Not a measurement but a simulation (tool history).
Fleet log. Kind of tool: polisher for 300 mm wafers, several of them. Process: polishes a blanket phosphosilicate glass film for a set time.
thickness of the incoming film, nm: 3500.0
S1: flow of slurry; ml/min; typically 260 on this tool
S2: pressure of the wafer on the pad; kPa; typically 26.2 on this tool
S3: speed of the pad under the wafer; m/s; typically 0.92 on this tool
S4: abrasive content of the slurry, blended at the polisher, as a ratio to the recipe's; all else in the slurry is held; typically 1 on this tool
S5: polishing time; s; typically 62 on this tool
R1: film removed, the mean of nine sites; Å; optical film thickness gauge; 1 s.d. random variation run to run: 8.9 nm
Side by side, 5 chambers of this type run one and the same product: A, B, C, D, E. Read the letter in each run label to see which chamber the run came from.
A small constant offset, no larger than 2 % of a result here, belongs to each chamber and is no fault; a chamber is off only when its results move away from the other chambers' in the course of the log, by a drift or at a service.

run   hour   S1    S2    S3    S4  S5      R1
 1E    8.2  260  26.2  0.92     1  62  6353.4
        14  -- chamber C: slurry blender recalibrated
      18.4  -- chamber C: worn pad replaced by a new one
 2B   19.8  260  26.2  0.92     1  62  5993.3
        29  -- chamber E: head pressure recalibrated
 3A     31  260  26.2  0.92     1  62  6134.3
      42.2  -- chamber A: worn pad replaced by a new one
 4C     43  260  26.2  0.92     1  62  6340.3
      49.5  -- chamber B: conditioning disc replaced and pad reconditioned
      53.7  -- chamber E: worn pad replaced by a new one
 5D   54.8  260  26.2  0.92     1  62  6259.7
      65.5  -- chamber D: conditioning disc replaced and pad reconditioned
      66.6  -- chamber B: worn pad replaced by a new one
 6E     69  260  26.2  0.92     1  62  6366.9
      77.6  -- chamber D: worn pad replaced by a new one
 7B   83.9  260  26.2  0.92     1  62  6125.9
      85.9  -- chamber A: conditioning disc replaced and pad reconditioned
 8C   97.4  260  26.2  0.92     1  62  6310.6
 9D  104.8  260  26.2  0.92     1  62  6303.1
     106.8  -- chamber E: conditioning disc replaced and pad reconditioned
10A  115.1  260  26.2  1.02     1  62  6718.6
11A  124.2  260  26.2  1.02     1  62  6695.4
     136.3  -- chamber C: worn pad replaced by a new one
12D  139.4  260  26.2  1.02     1  62  6863.5
     148.6  -- chamber B: head pressure recalibrated
     149.8  -- chamber B: slurry nozzle cleaned
13E    150  260  26.2  1.02     1  62  6714.9
     161.3  -- chamber A: slurry blender recalibrated
14C  163.3  260  26.2  1.02     1  62  6827.3
     170.2  -- chamber C: slurry nozzle cleaned
15B  174.4  260  26.2  0.92     1  62  6127.5
     179.8  -- chamber A: worn pad replaced by a new one
16A  182.4  260  26.2  0.92     1  62  6306.7
     189.3  -- chamber E: slurry nozzle cleaned
     194.7  -- chamber B: worn pad replaced by a new one
     196.2  -- chamber A: head pressure recalibrated
17B  196.8  260  26.2  0.92     1  62  6004.2
     197.7  -- chamber E: worn pad replaced by a new one
     200.5  -- chamber A: conditioning disc replaced and pad reconditioned
18D  207.5  260  26.2  0.92     1  62  6289.6
     212.9  -- chamber D: worn pad replaced by a new one
     215.6  -- chamber D: slurry nozzle cleaned
19E  222.5  260  26.2  0.92     1  62  5848.3
20C  235.8  305  26.2  0.92  0.85  62  6023.5
     244.3  -- chamber C: worn pad replaced by a new one
21C  250.3  305  26.2  0.92  0.85  62  6037.4
22D  258.6  305  26.2  0.92  0.85  62  6008.4
     262.2  -- chamber A: slurry nozzle cleaned
     266.4  -- chamber D: slurry blender recalibrated
23A  272.7  305  26.2  0.92  0.85  62  5712.6
     279.8  -- chamber C: conditioning disc replaced and pad reconditioned
24B  285.4  305  26.2  0.92  0.85  62  5745.6
25E  295.3  260  26.2   0.7     1  74  5307.4
     297.1  -- chamber B: slurry blender recalibrated
26C  308.7  260  26.2   0.7     1  74  6077.1
     313.1  -- chamber A: conditioning disc replaced and pad reconditioned
27B  316.5  260  26.2   0.7     1  74  5826.9
       317  -- chamber E: worn pad replaced by a new one
     320.7  -- chamber B: worn pad replaced by a new one
     322.5  -- chamber E: conditioning disc replaced and pad reconditioned
28D  328.3  260  26.2   0.7     1  74  5969.8
     333.2  -- chamber D: worn pad replaced by a new one
     337.6  -- chamber A: worn pad replaced by a new one
29E  342.2  260  26.2   0.7     1  74  5326.6
     350.8  -- chamber C: worn pad replaced by a new one
30A  356.3  260  26.2  0.92     1  62  6170.7
     360.2  -- chamber D: head pressure recalibrated
31E  366.1  260  26.2  0.92     1  62  5463.6
32B  374.6  260  26.2  0.92     1  62  6126.8
33A    382  260  26.2  0.92     1  62  6164.5
34C    391  260  26.2  0.92     1  62  6328.9
35D  400.2  260  26.2  0.92     1  62  6194.1
36D  409.4  260  26.2  0.92     1  62  6270.1
     417.7  -- chamber A: conditioning disc replaced and pad reconditioned
37A  417.7  260  26.2  0.92     1  62  6264.9
38C  424.8  260  26.2   0.7     1  62  5189.8

Next, all 5 chambers run the settings below, one line each with question marks for the results. What does each chamber give?
39A   436  260  26.2  0.92  1.2  62   ?
39B   436  260  26.2  0.92  1.2  62   ?
39C   436  260  26.2  0.92  1.2  62   ?
39D   436  260  26.2  0.92  1.2  62   ?
39E   436  260  26.2  0.92  1.2  62   ?

run      R1
39A  6603.5
39B  6544.2
39C  7007.3
39D  6802.5
39E  5651.6
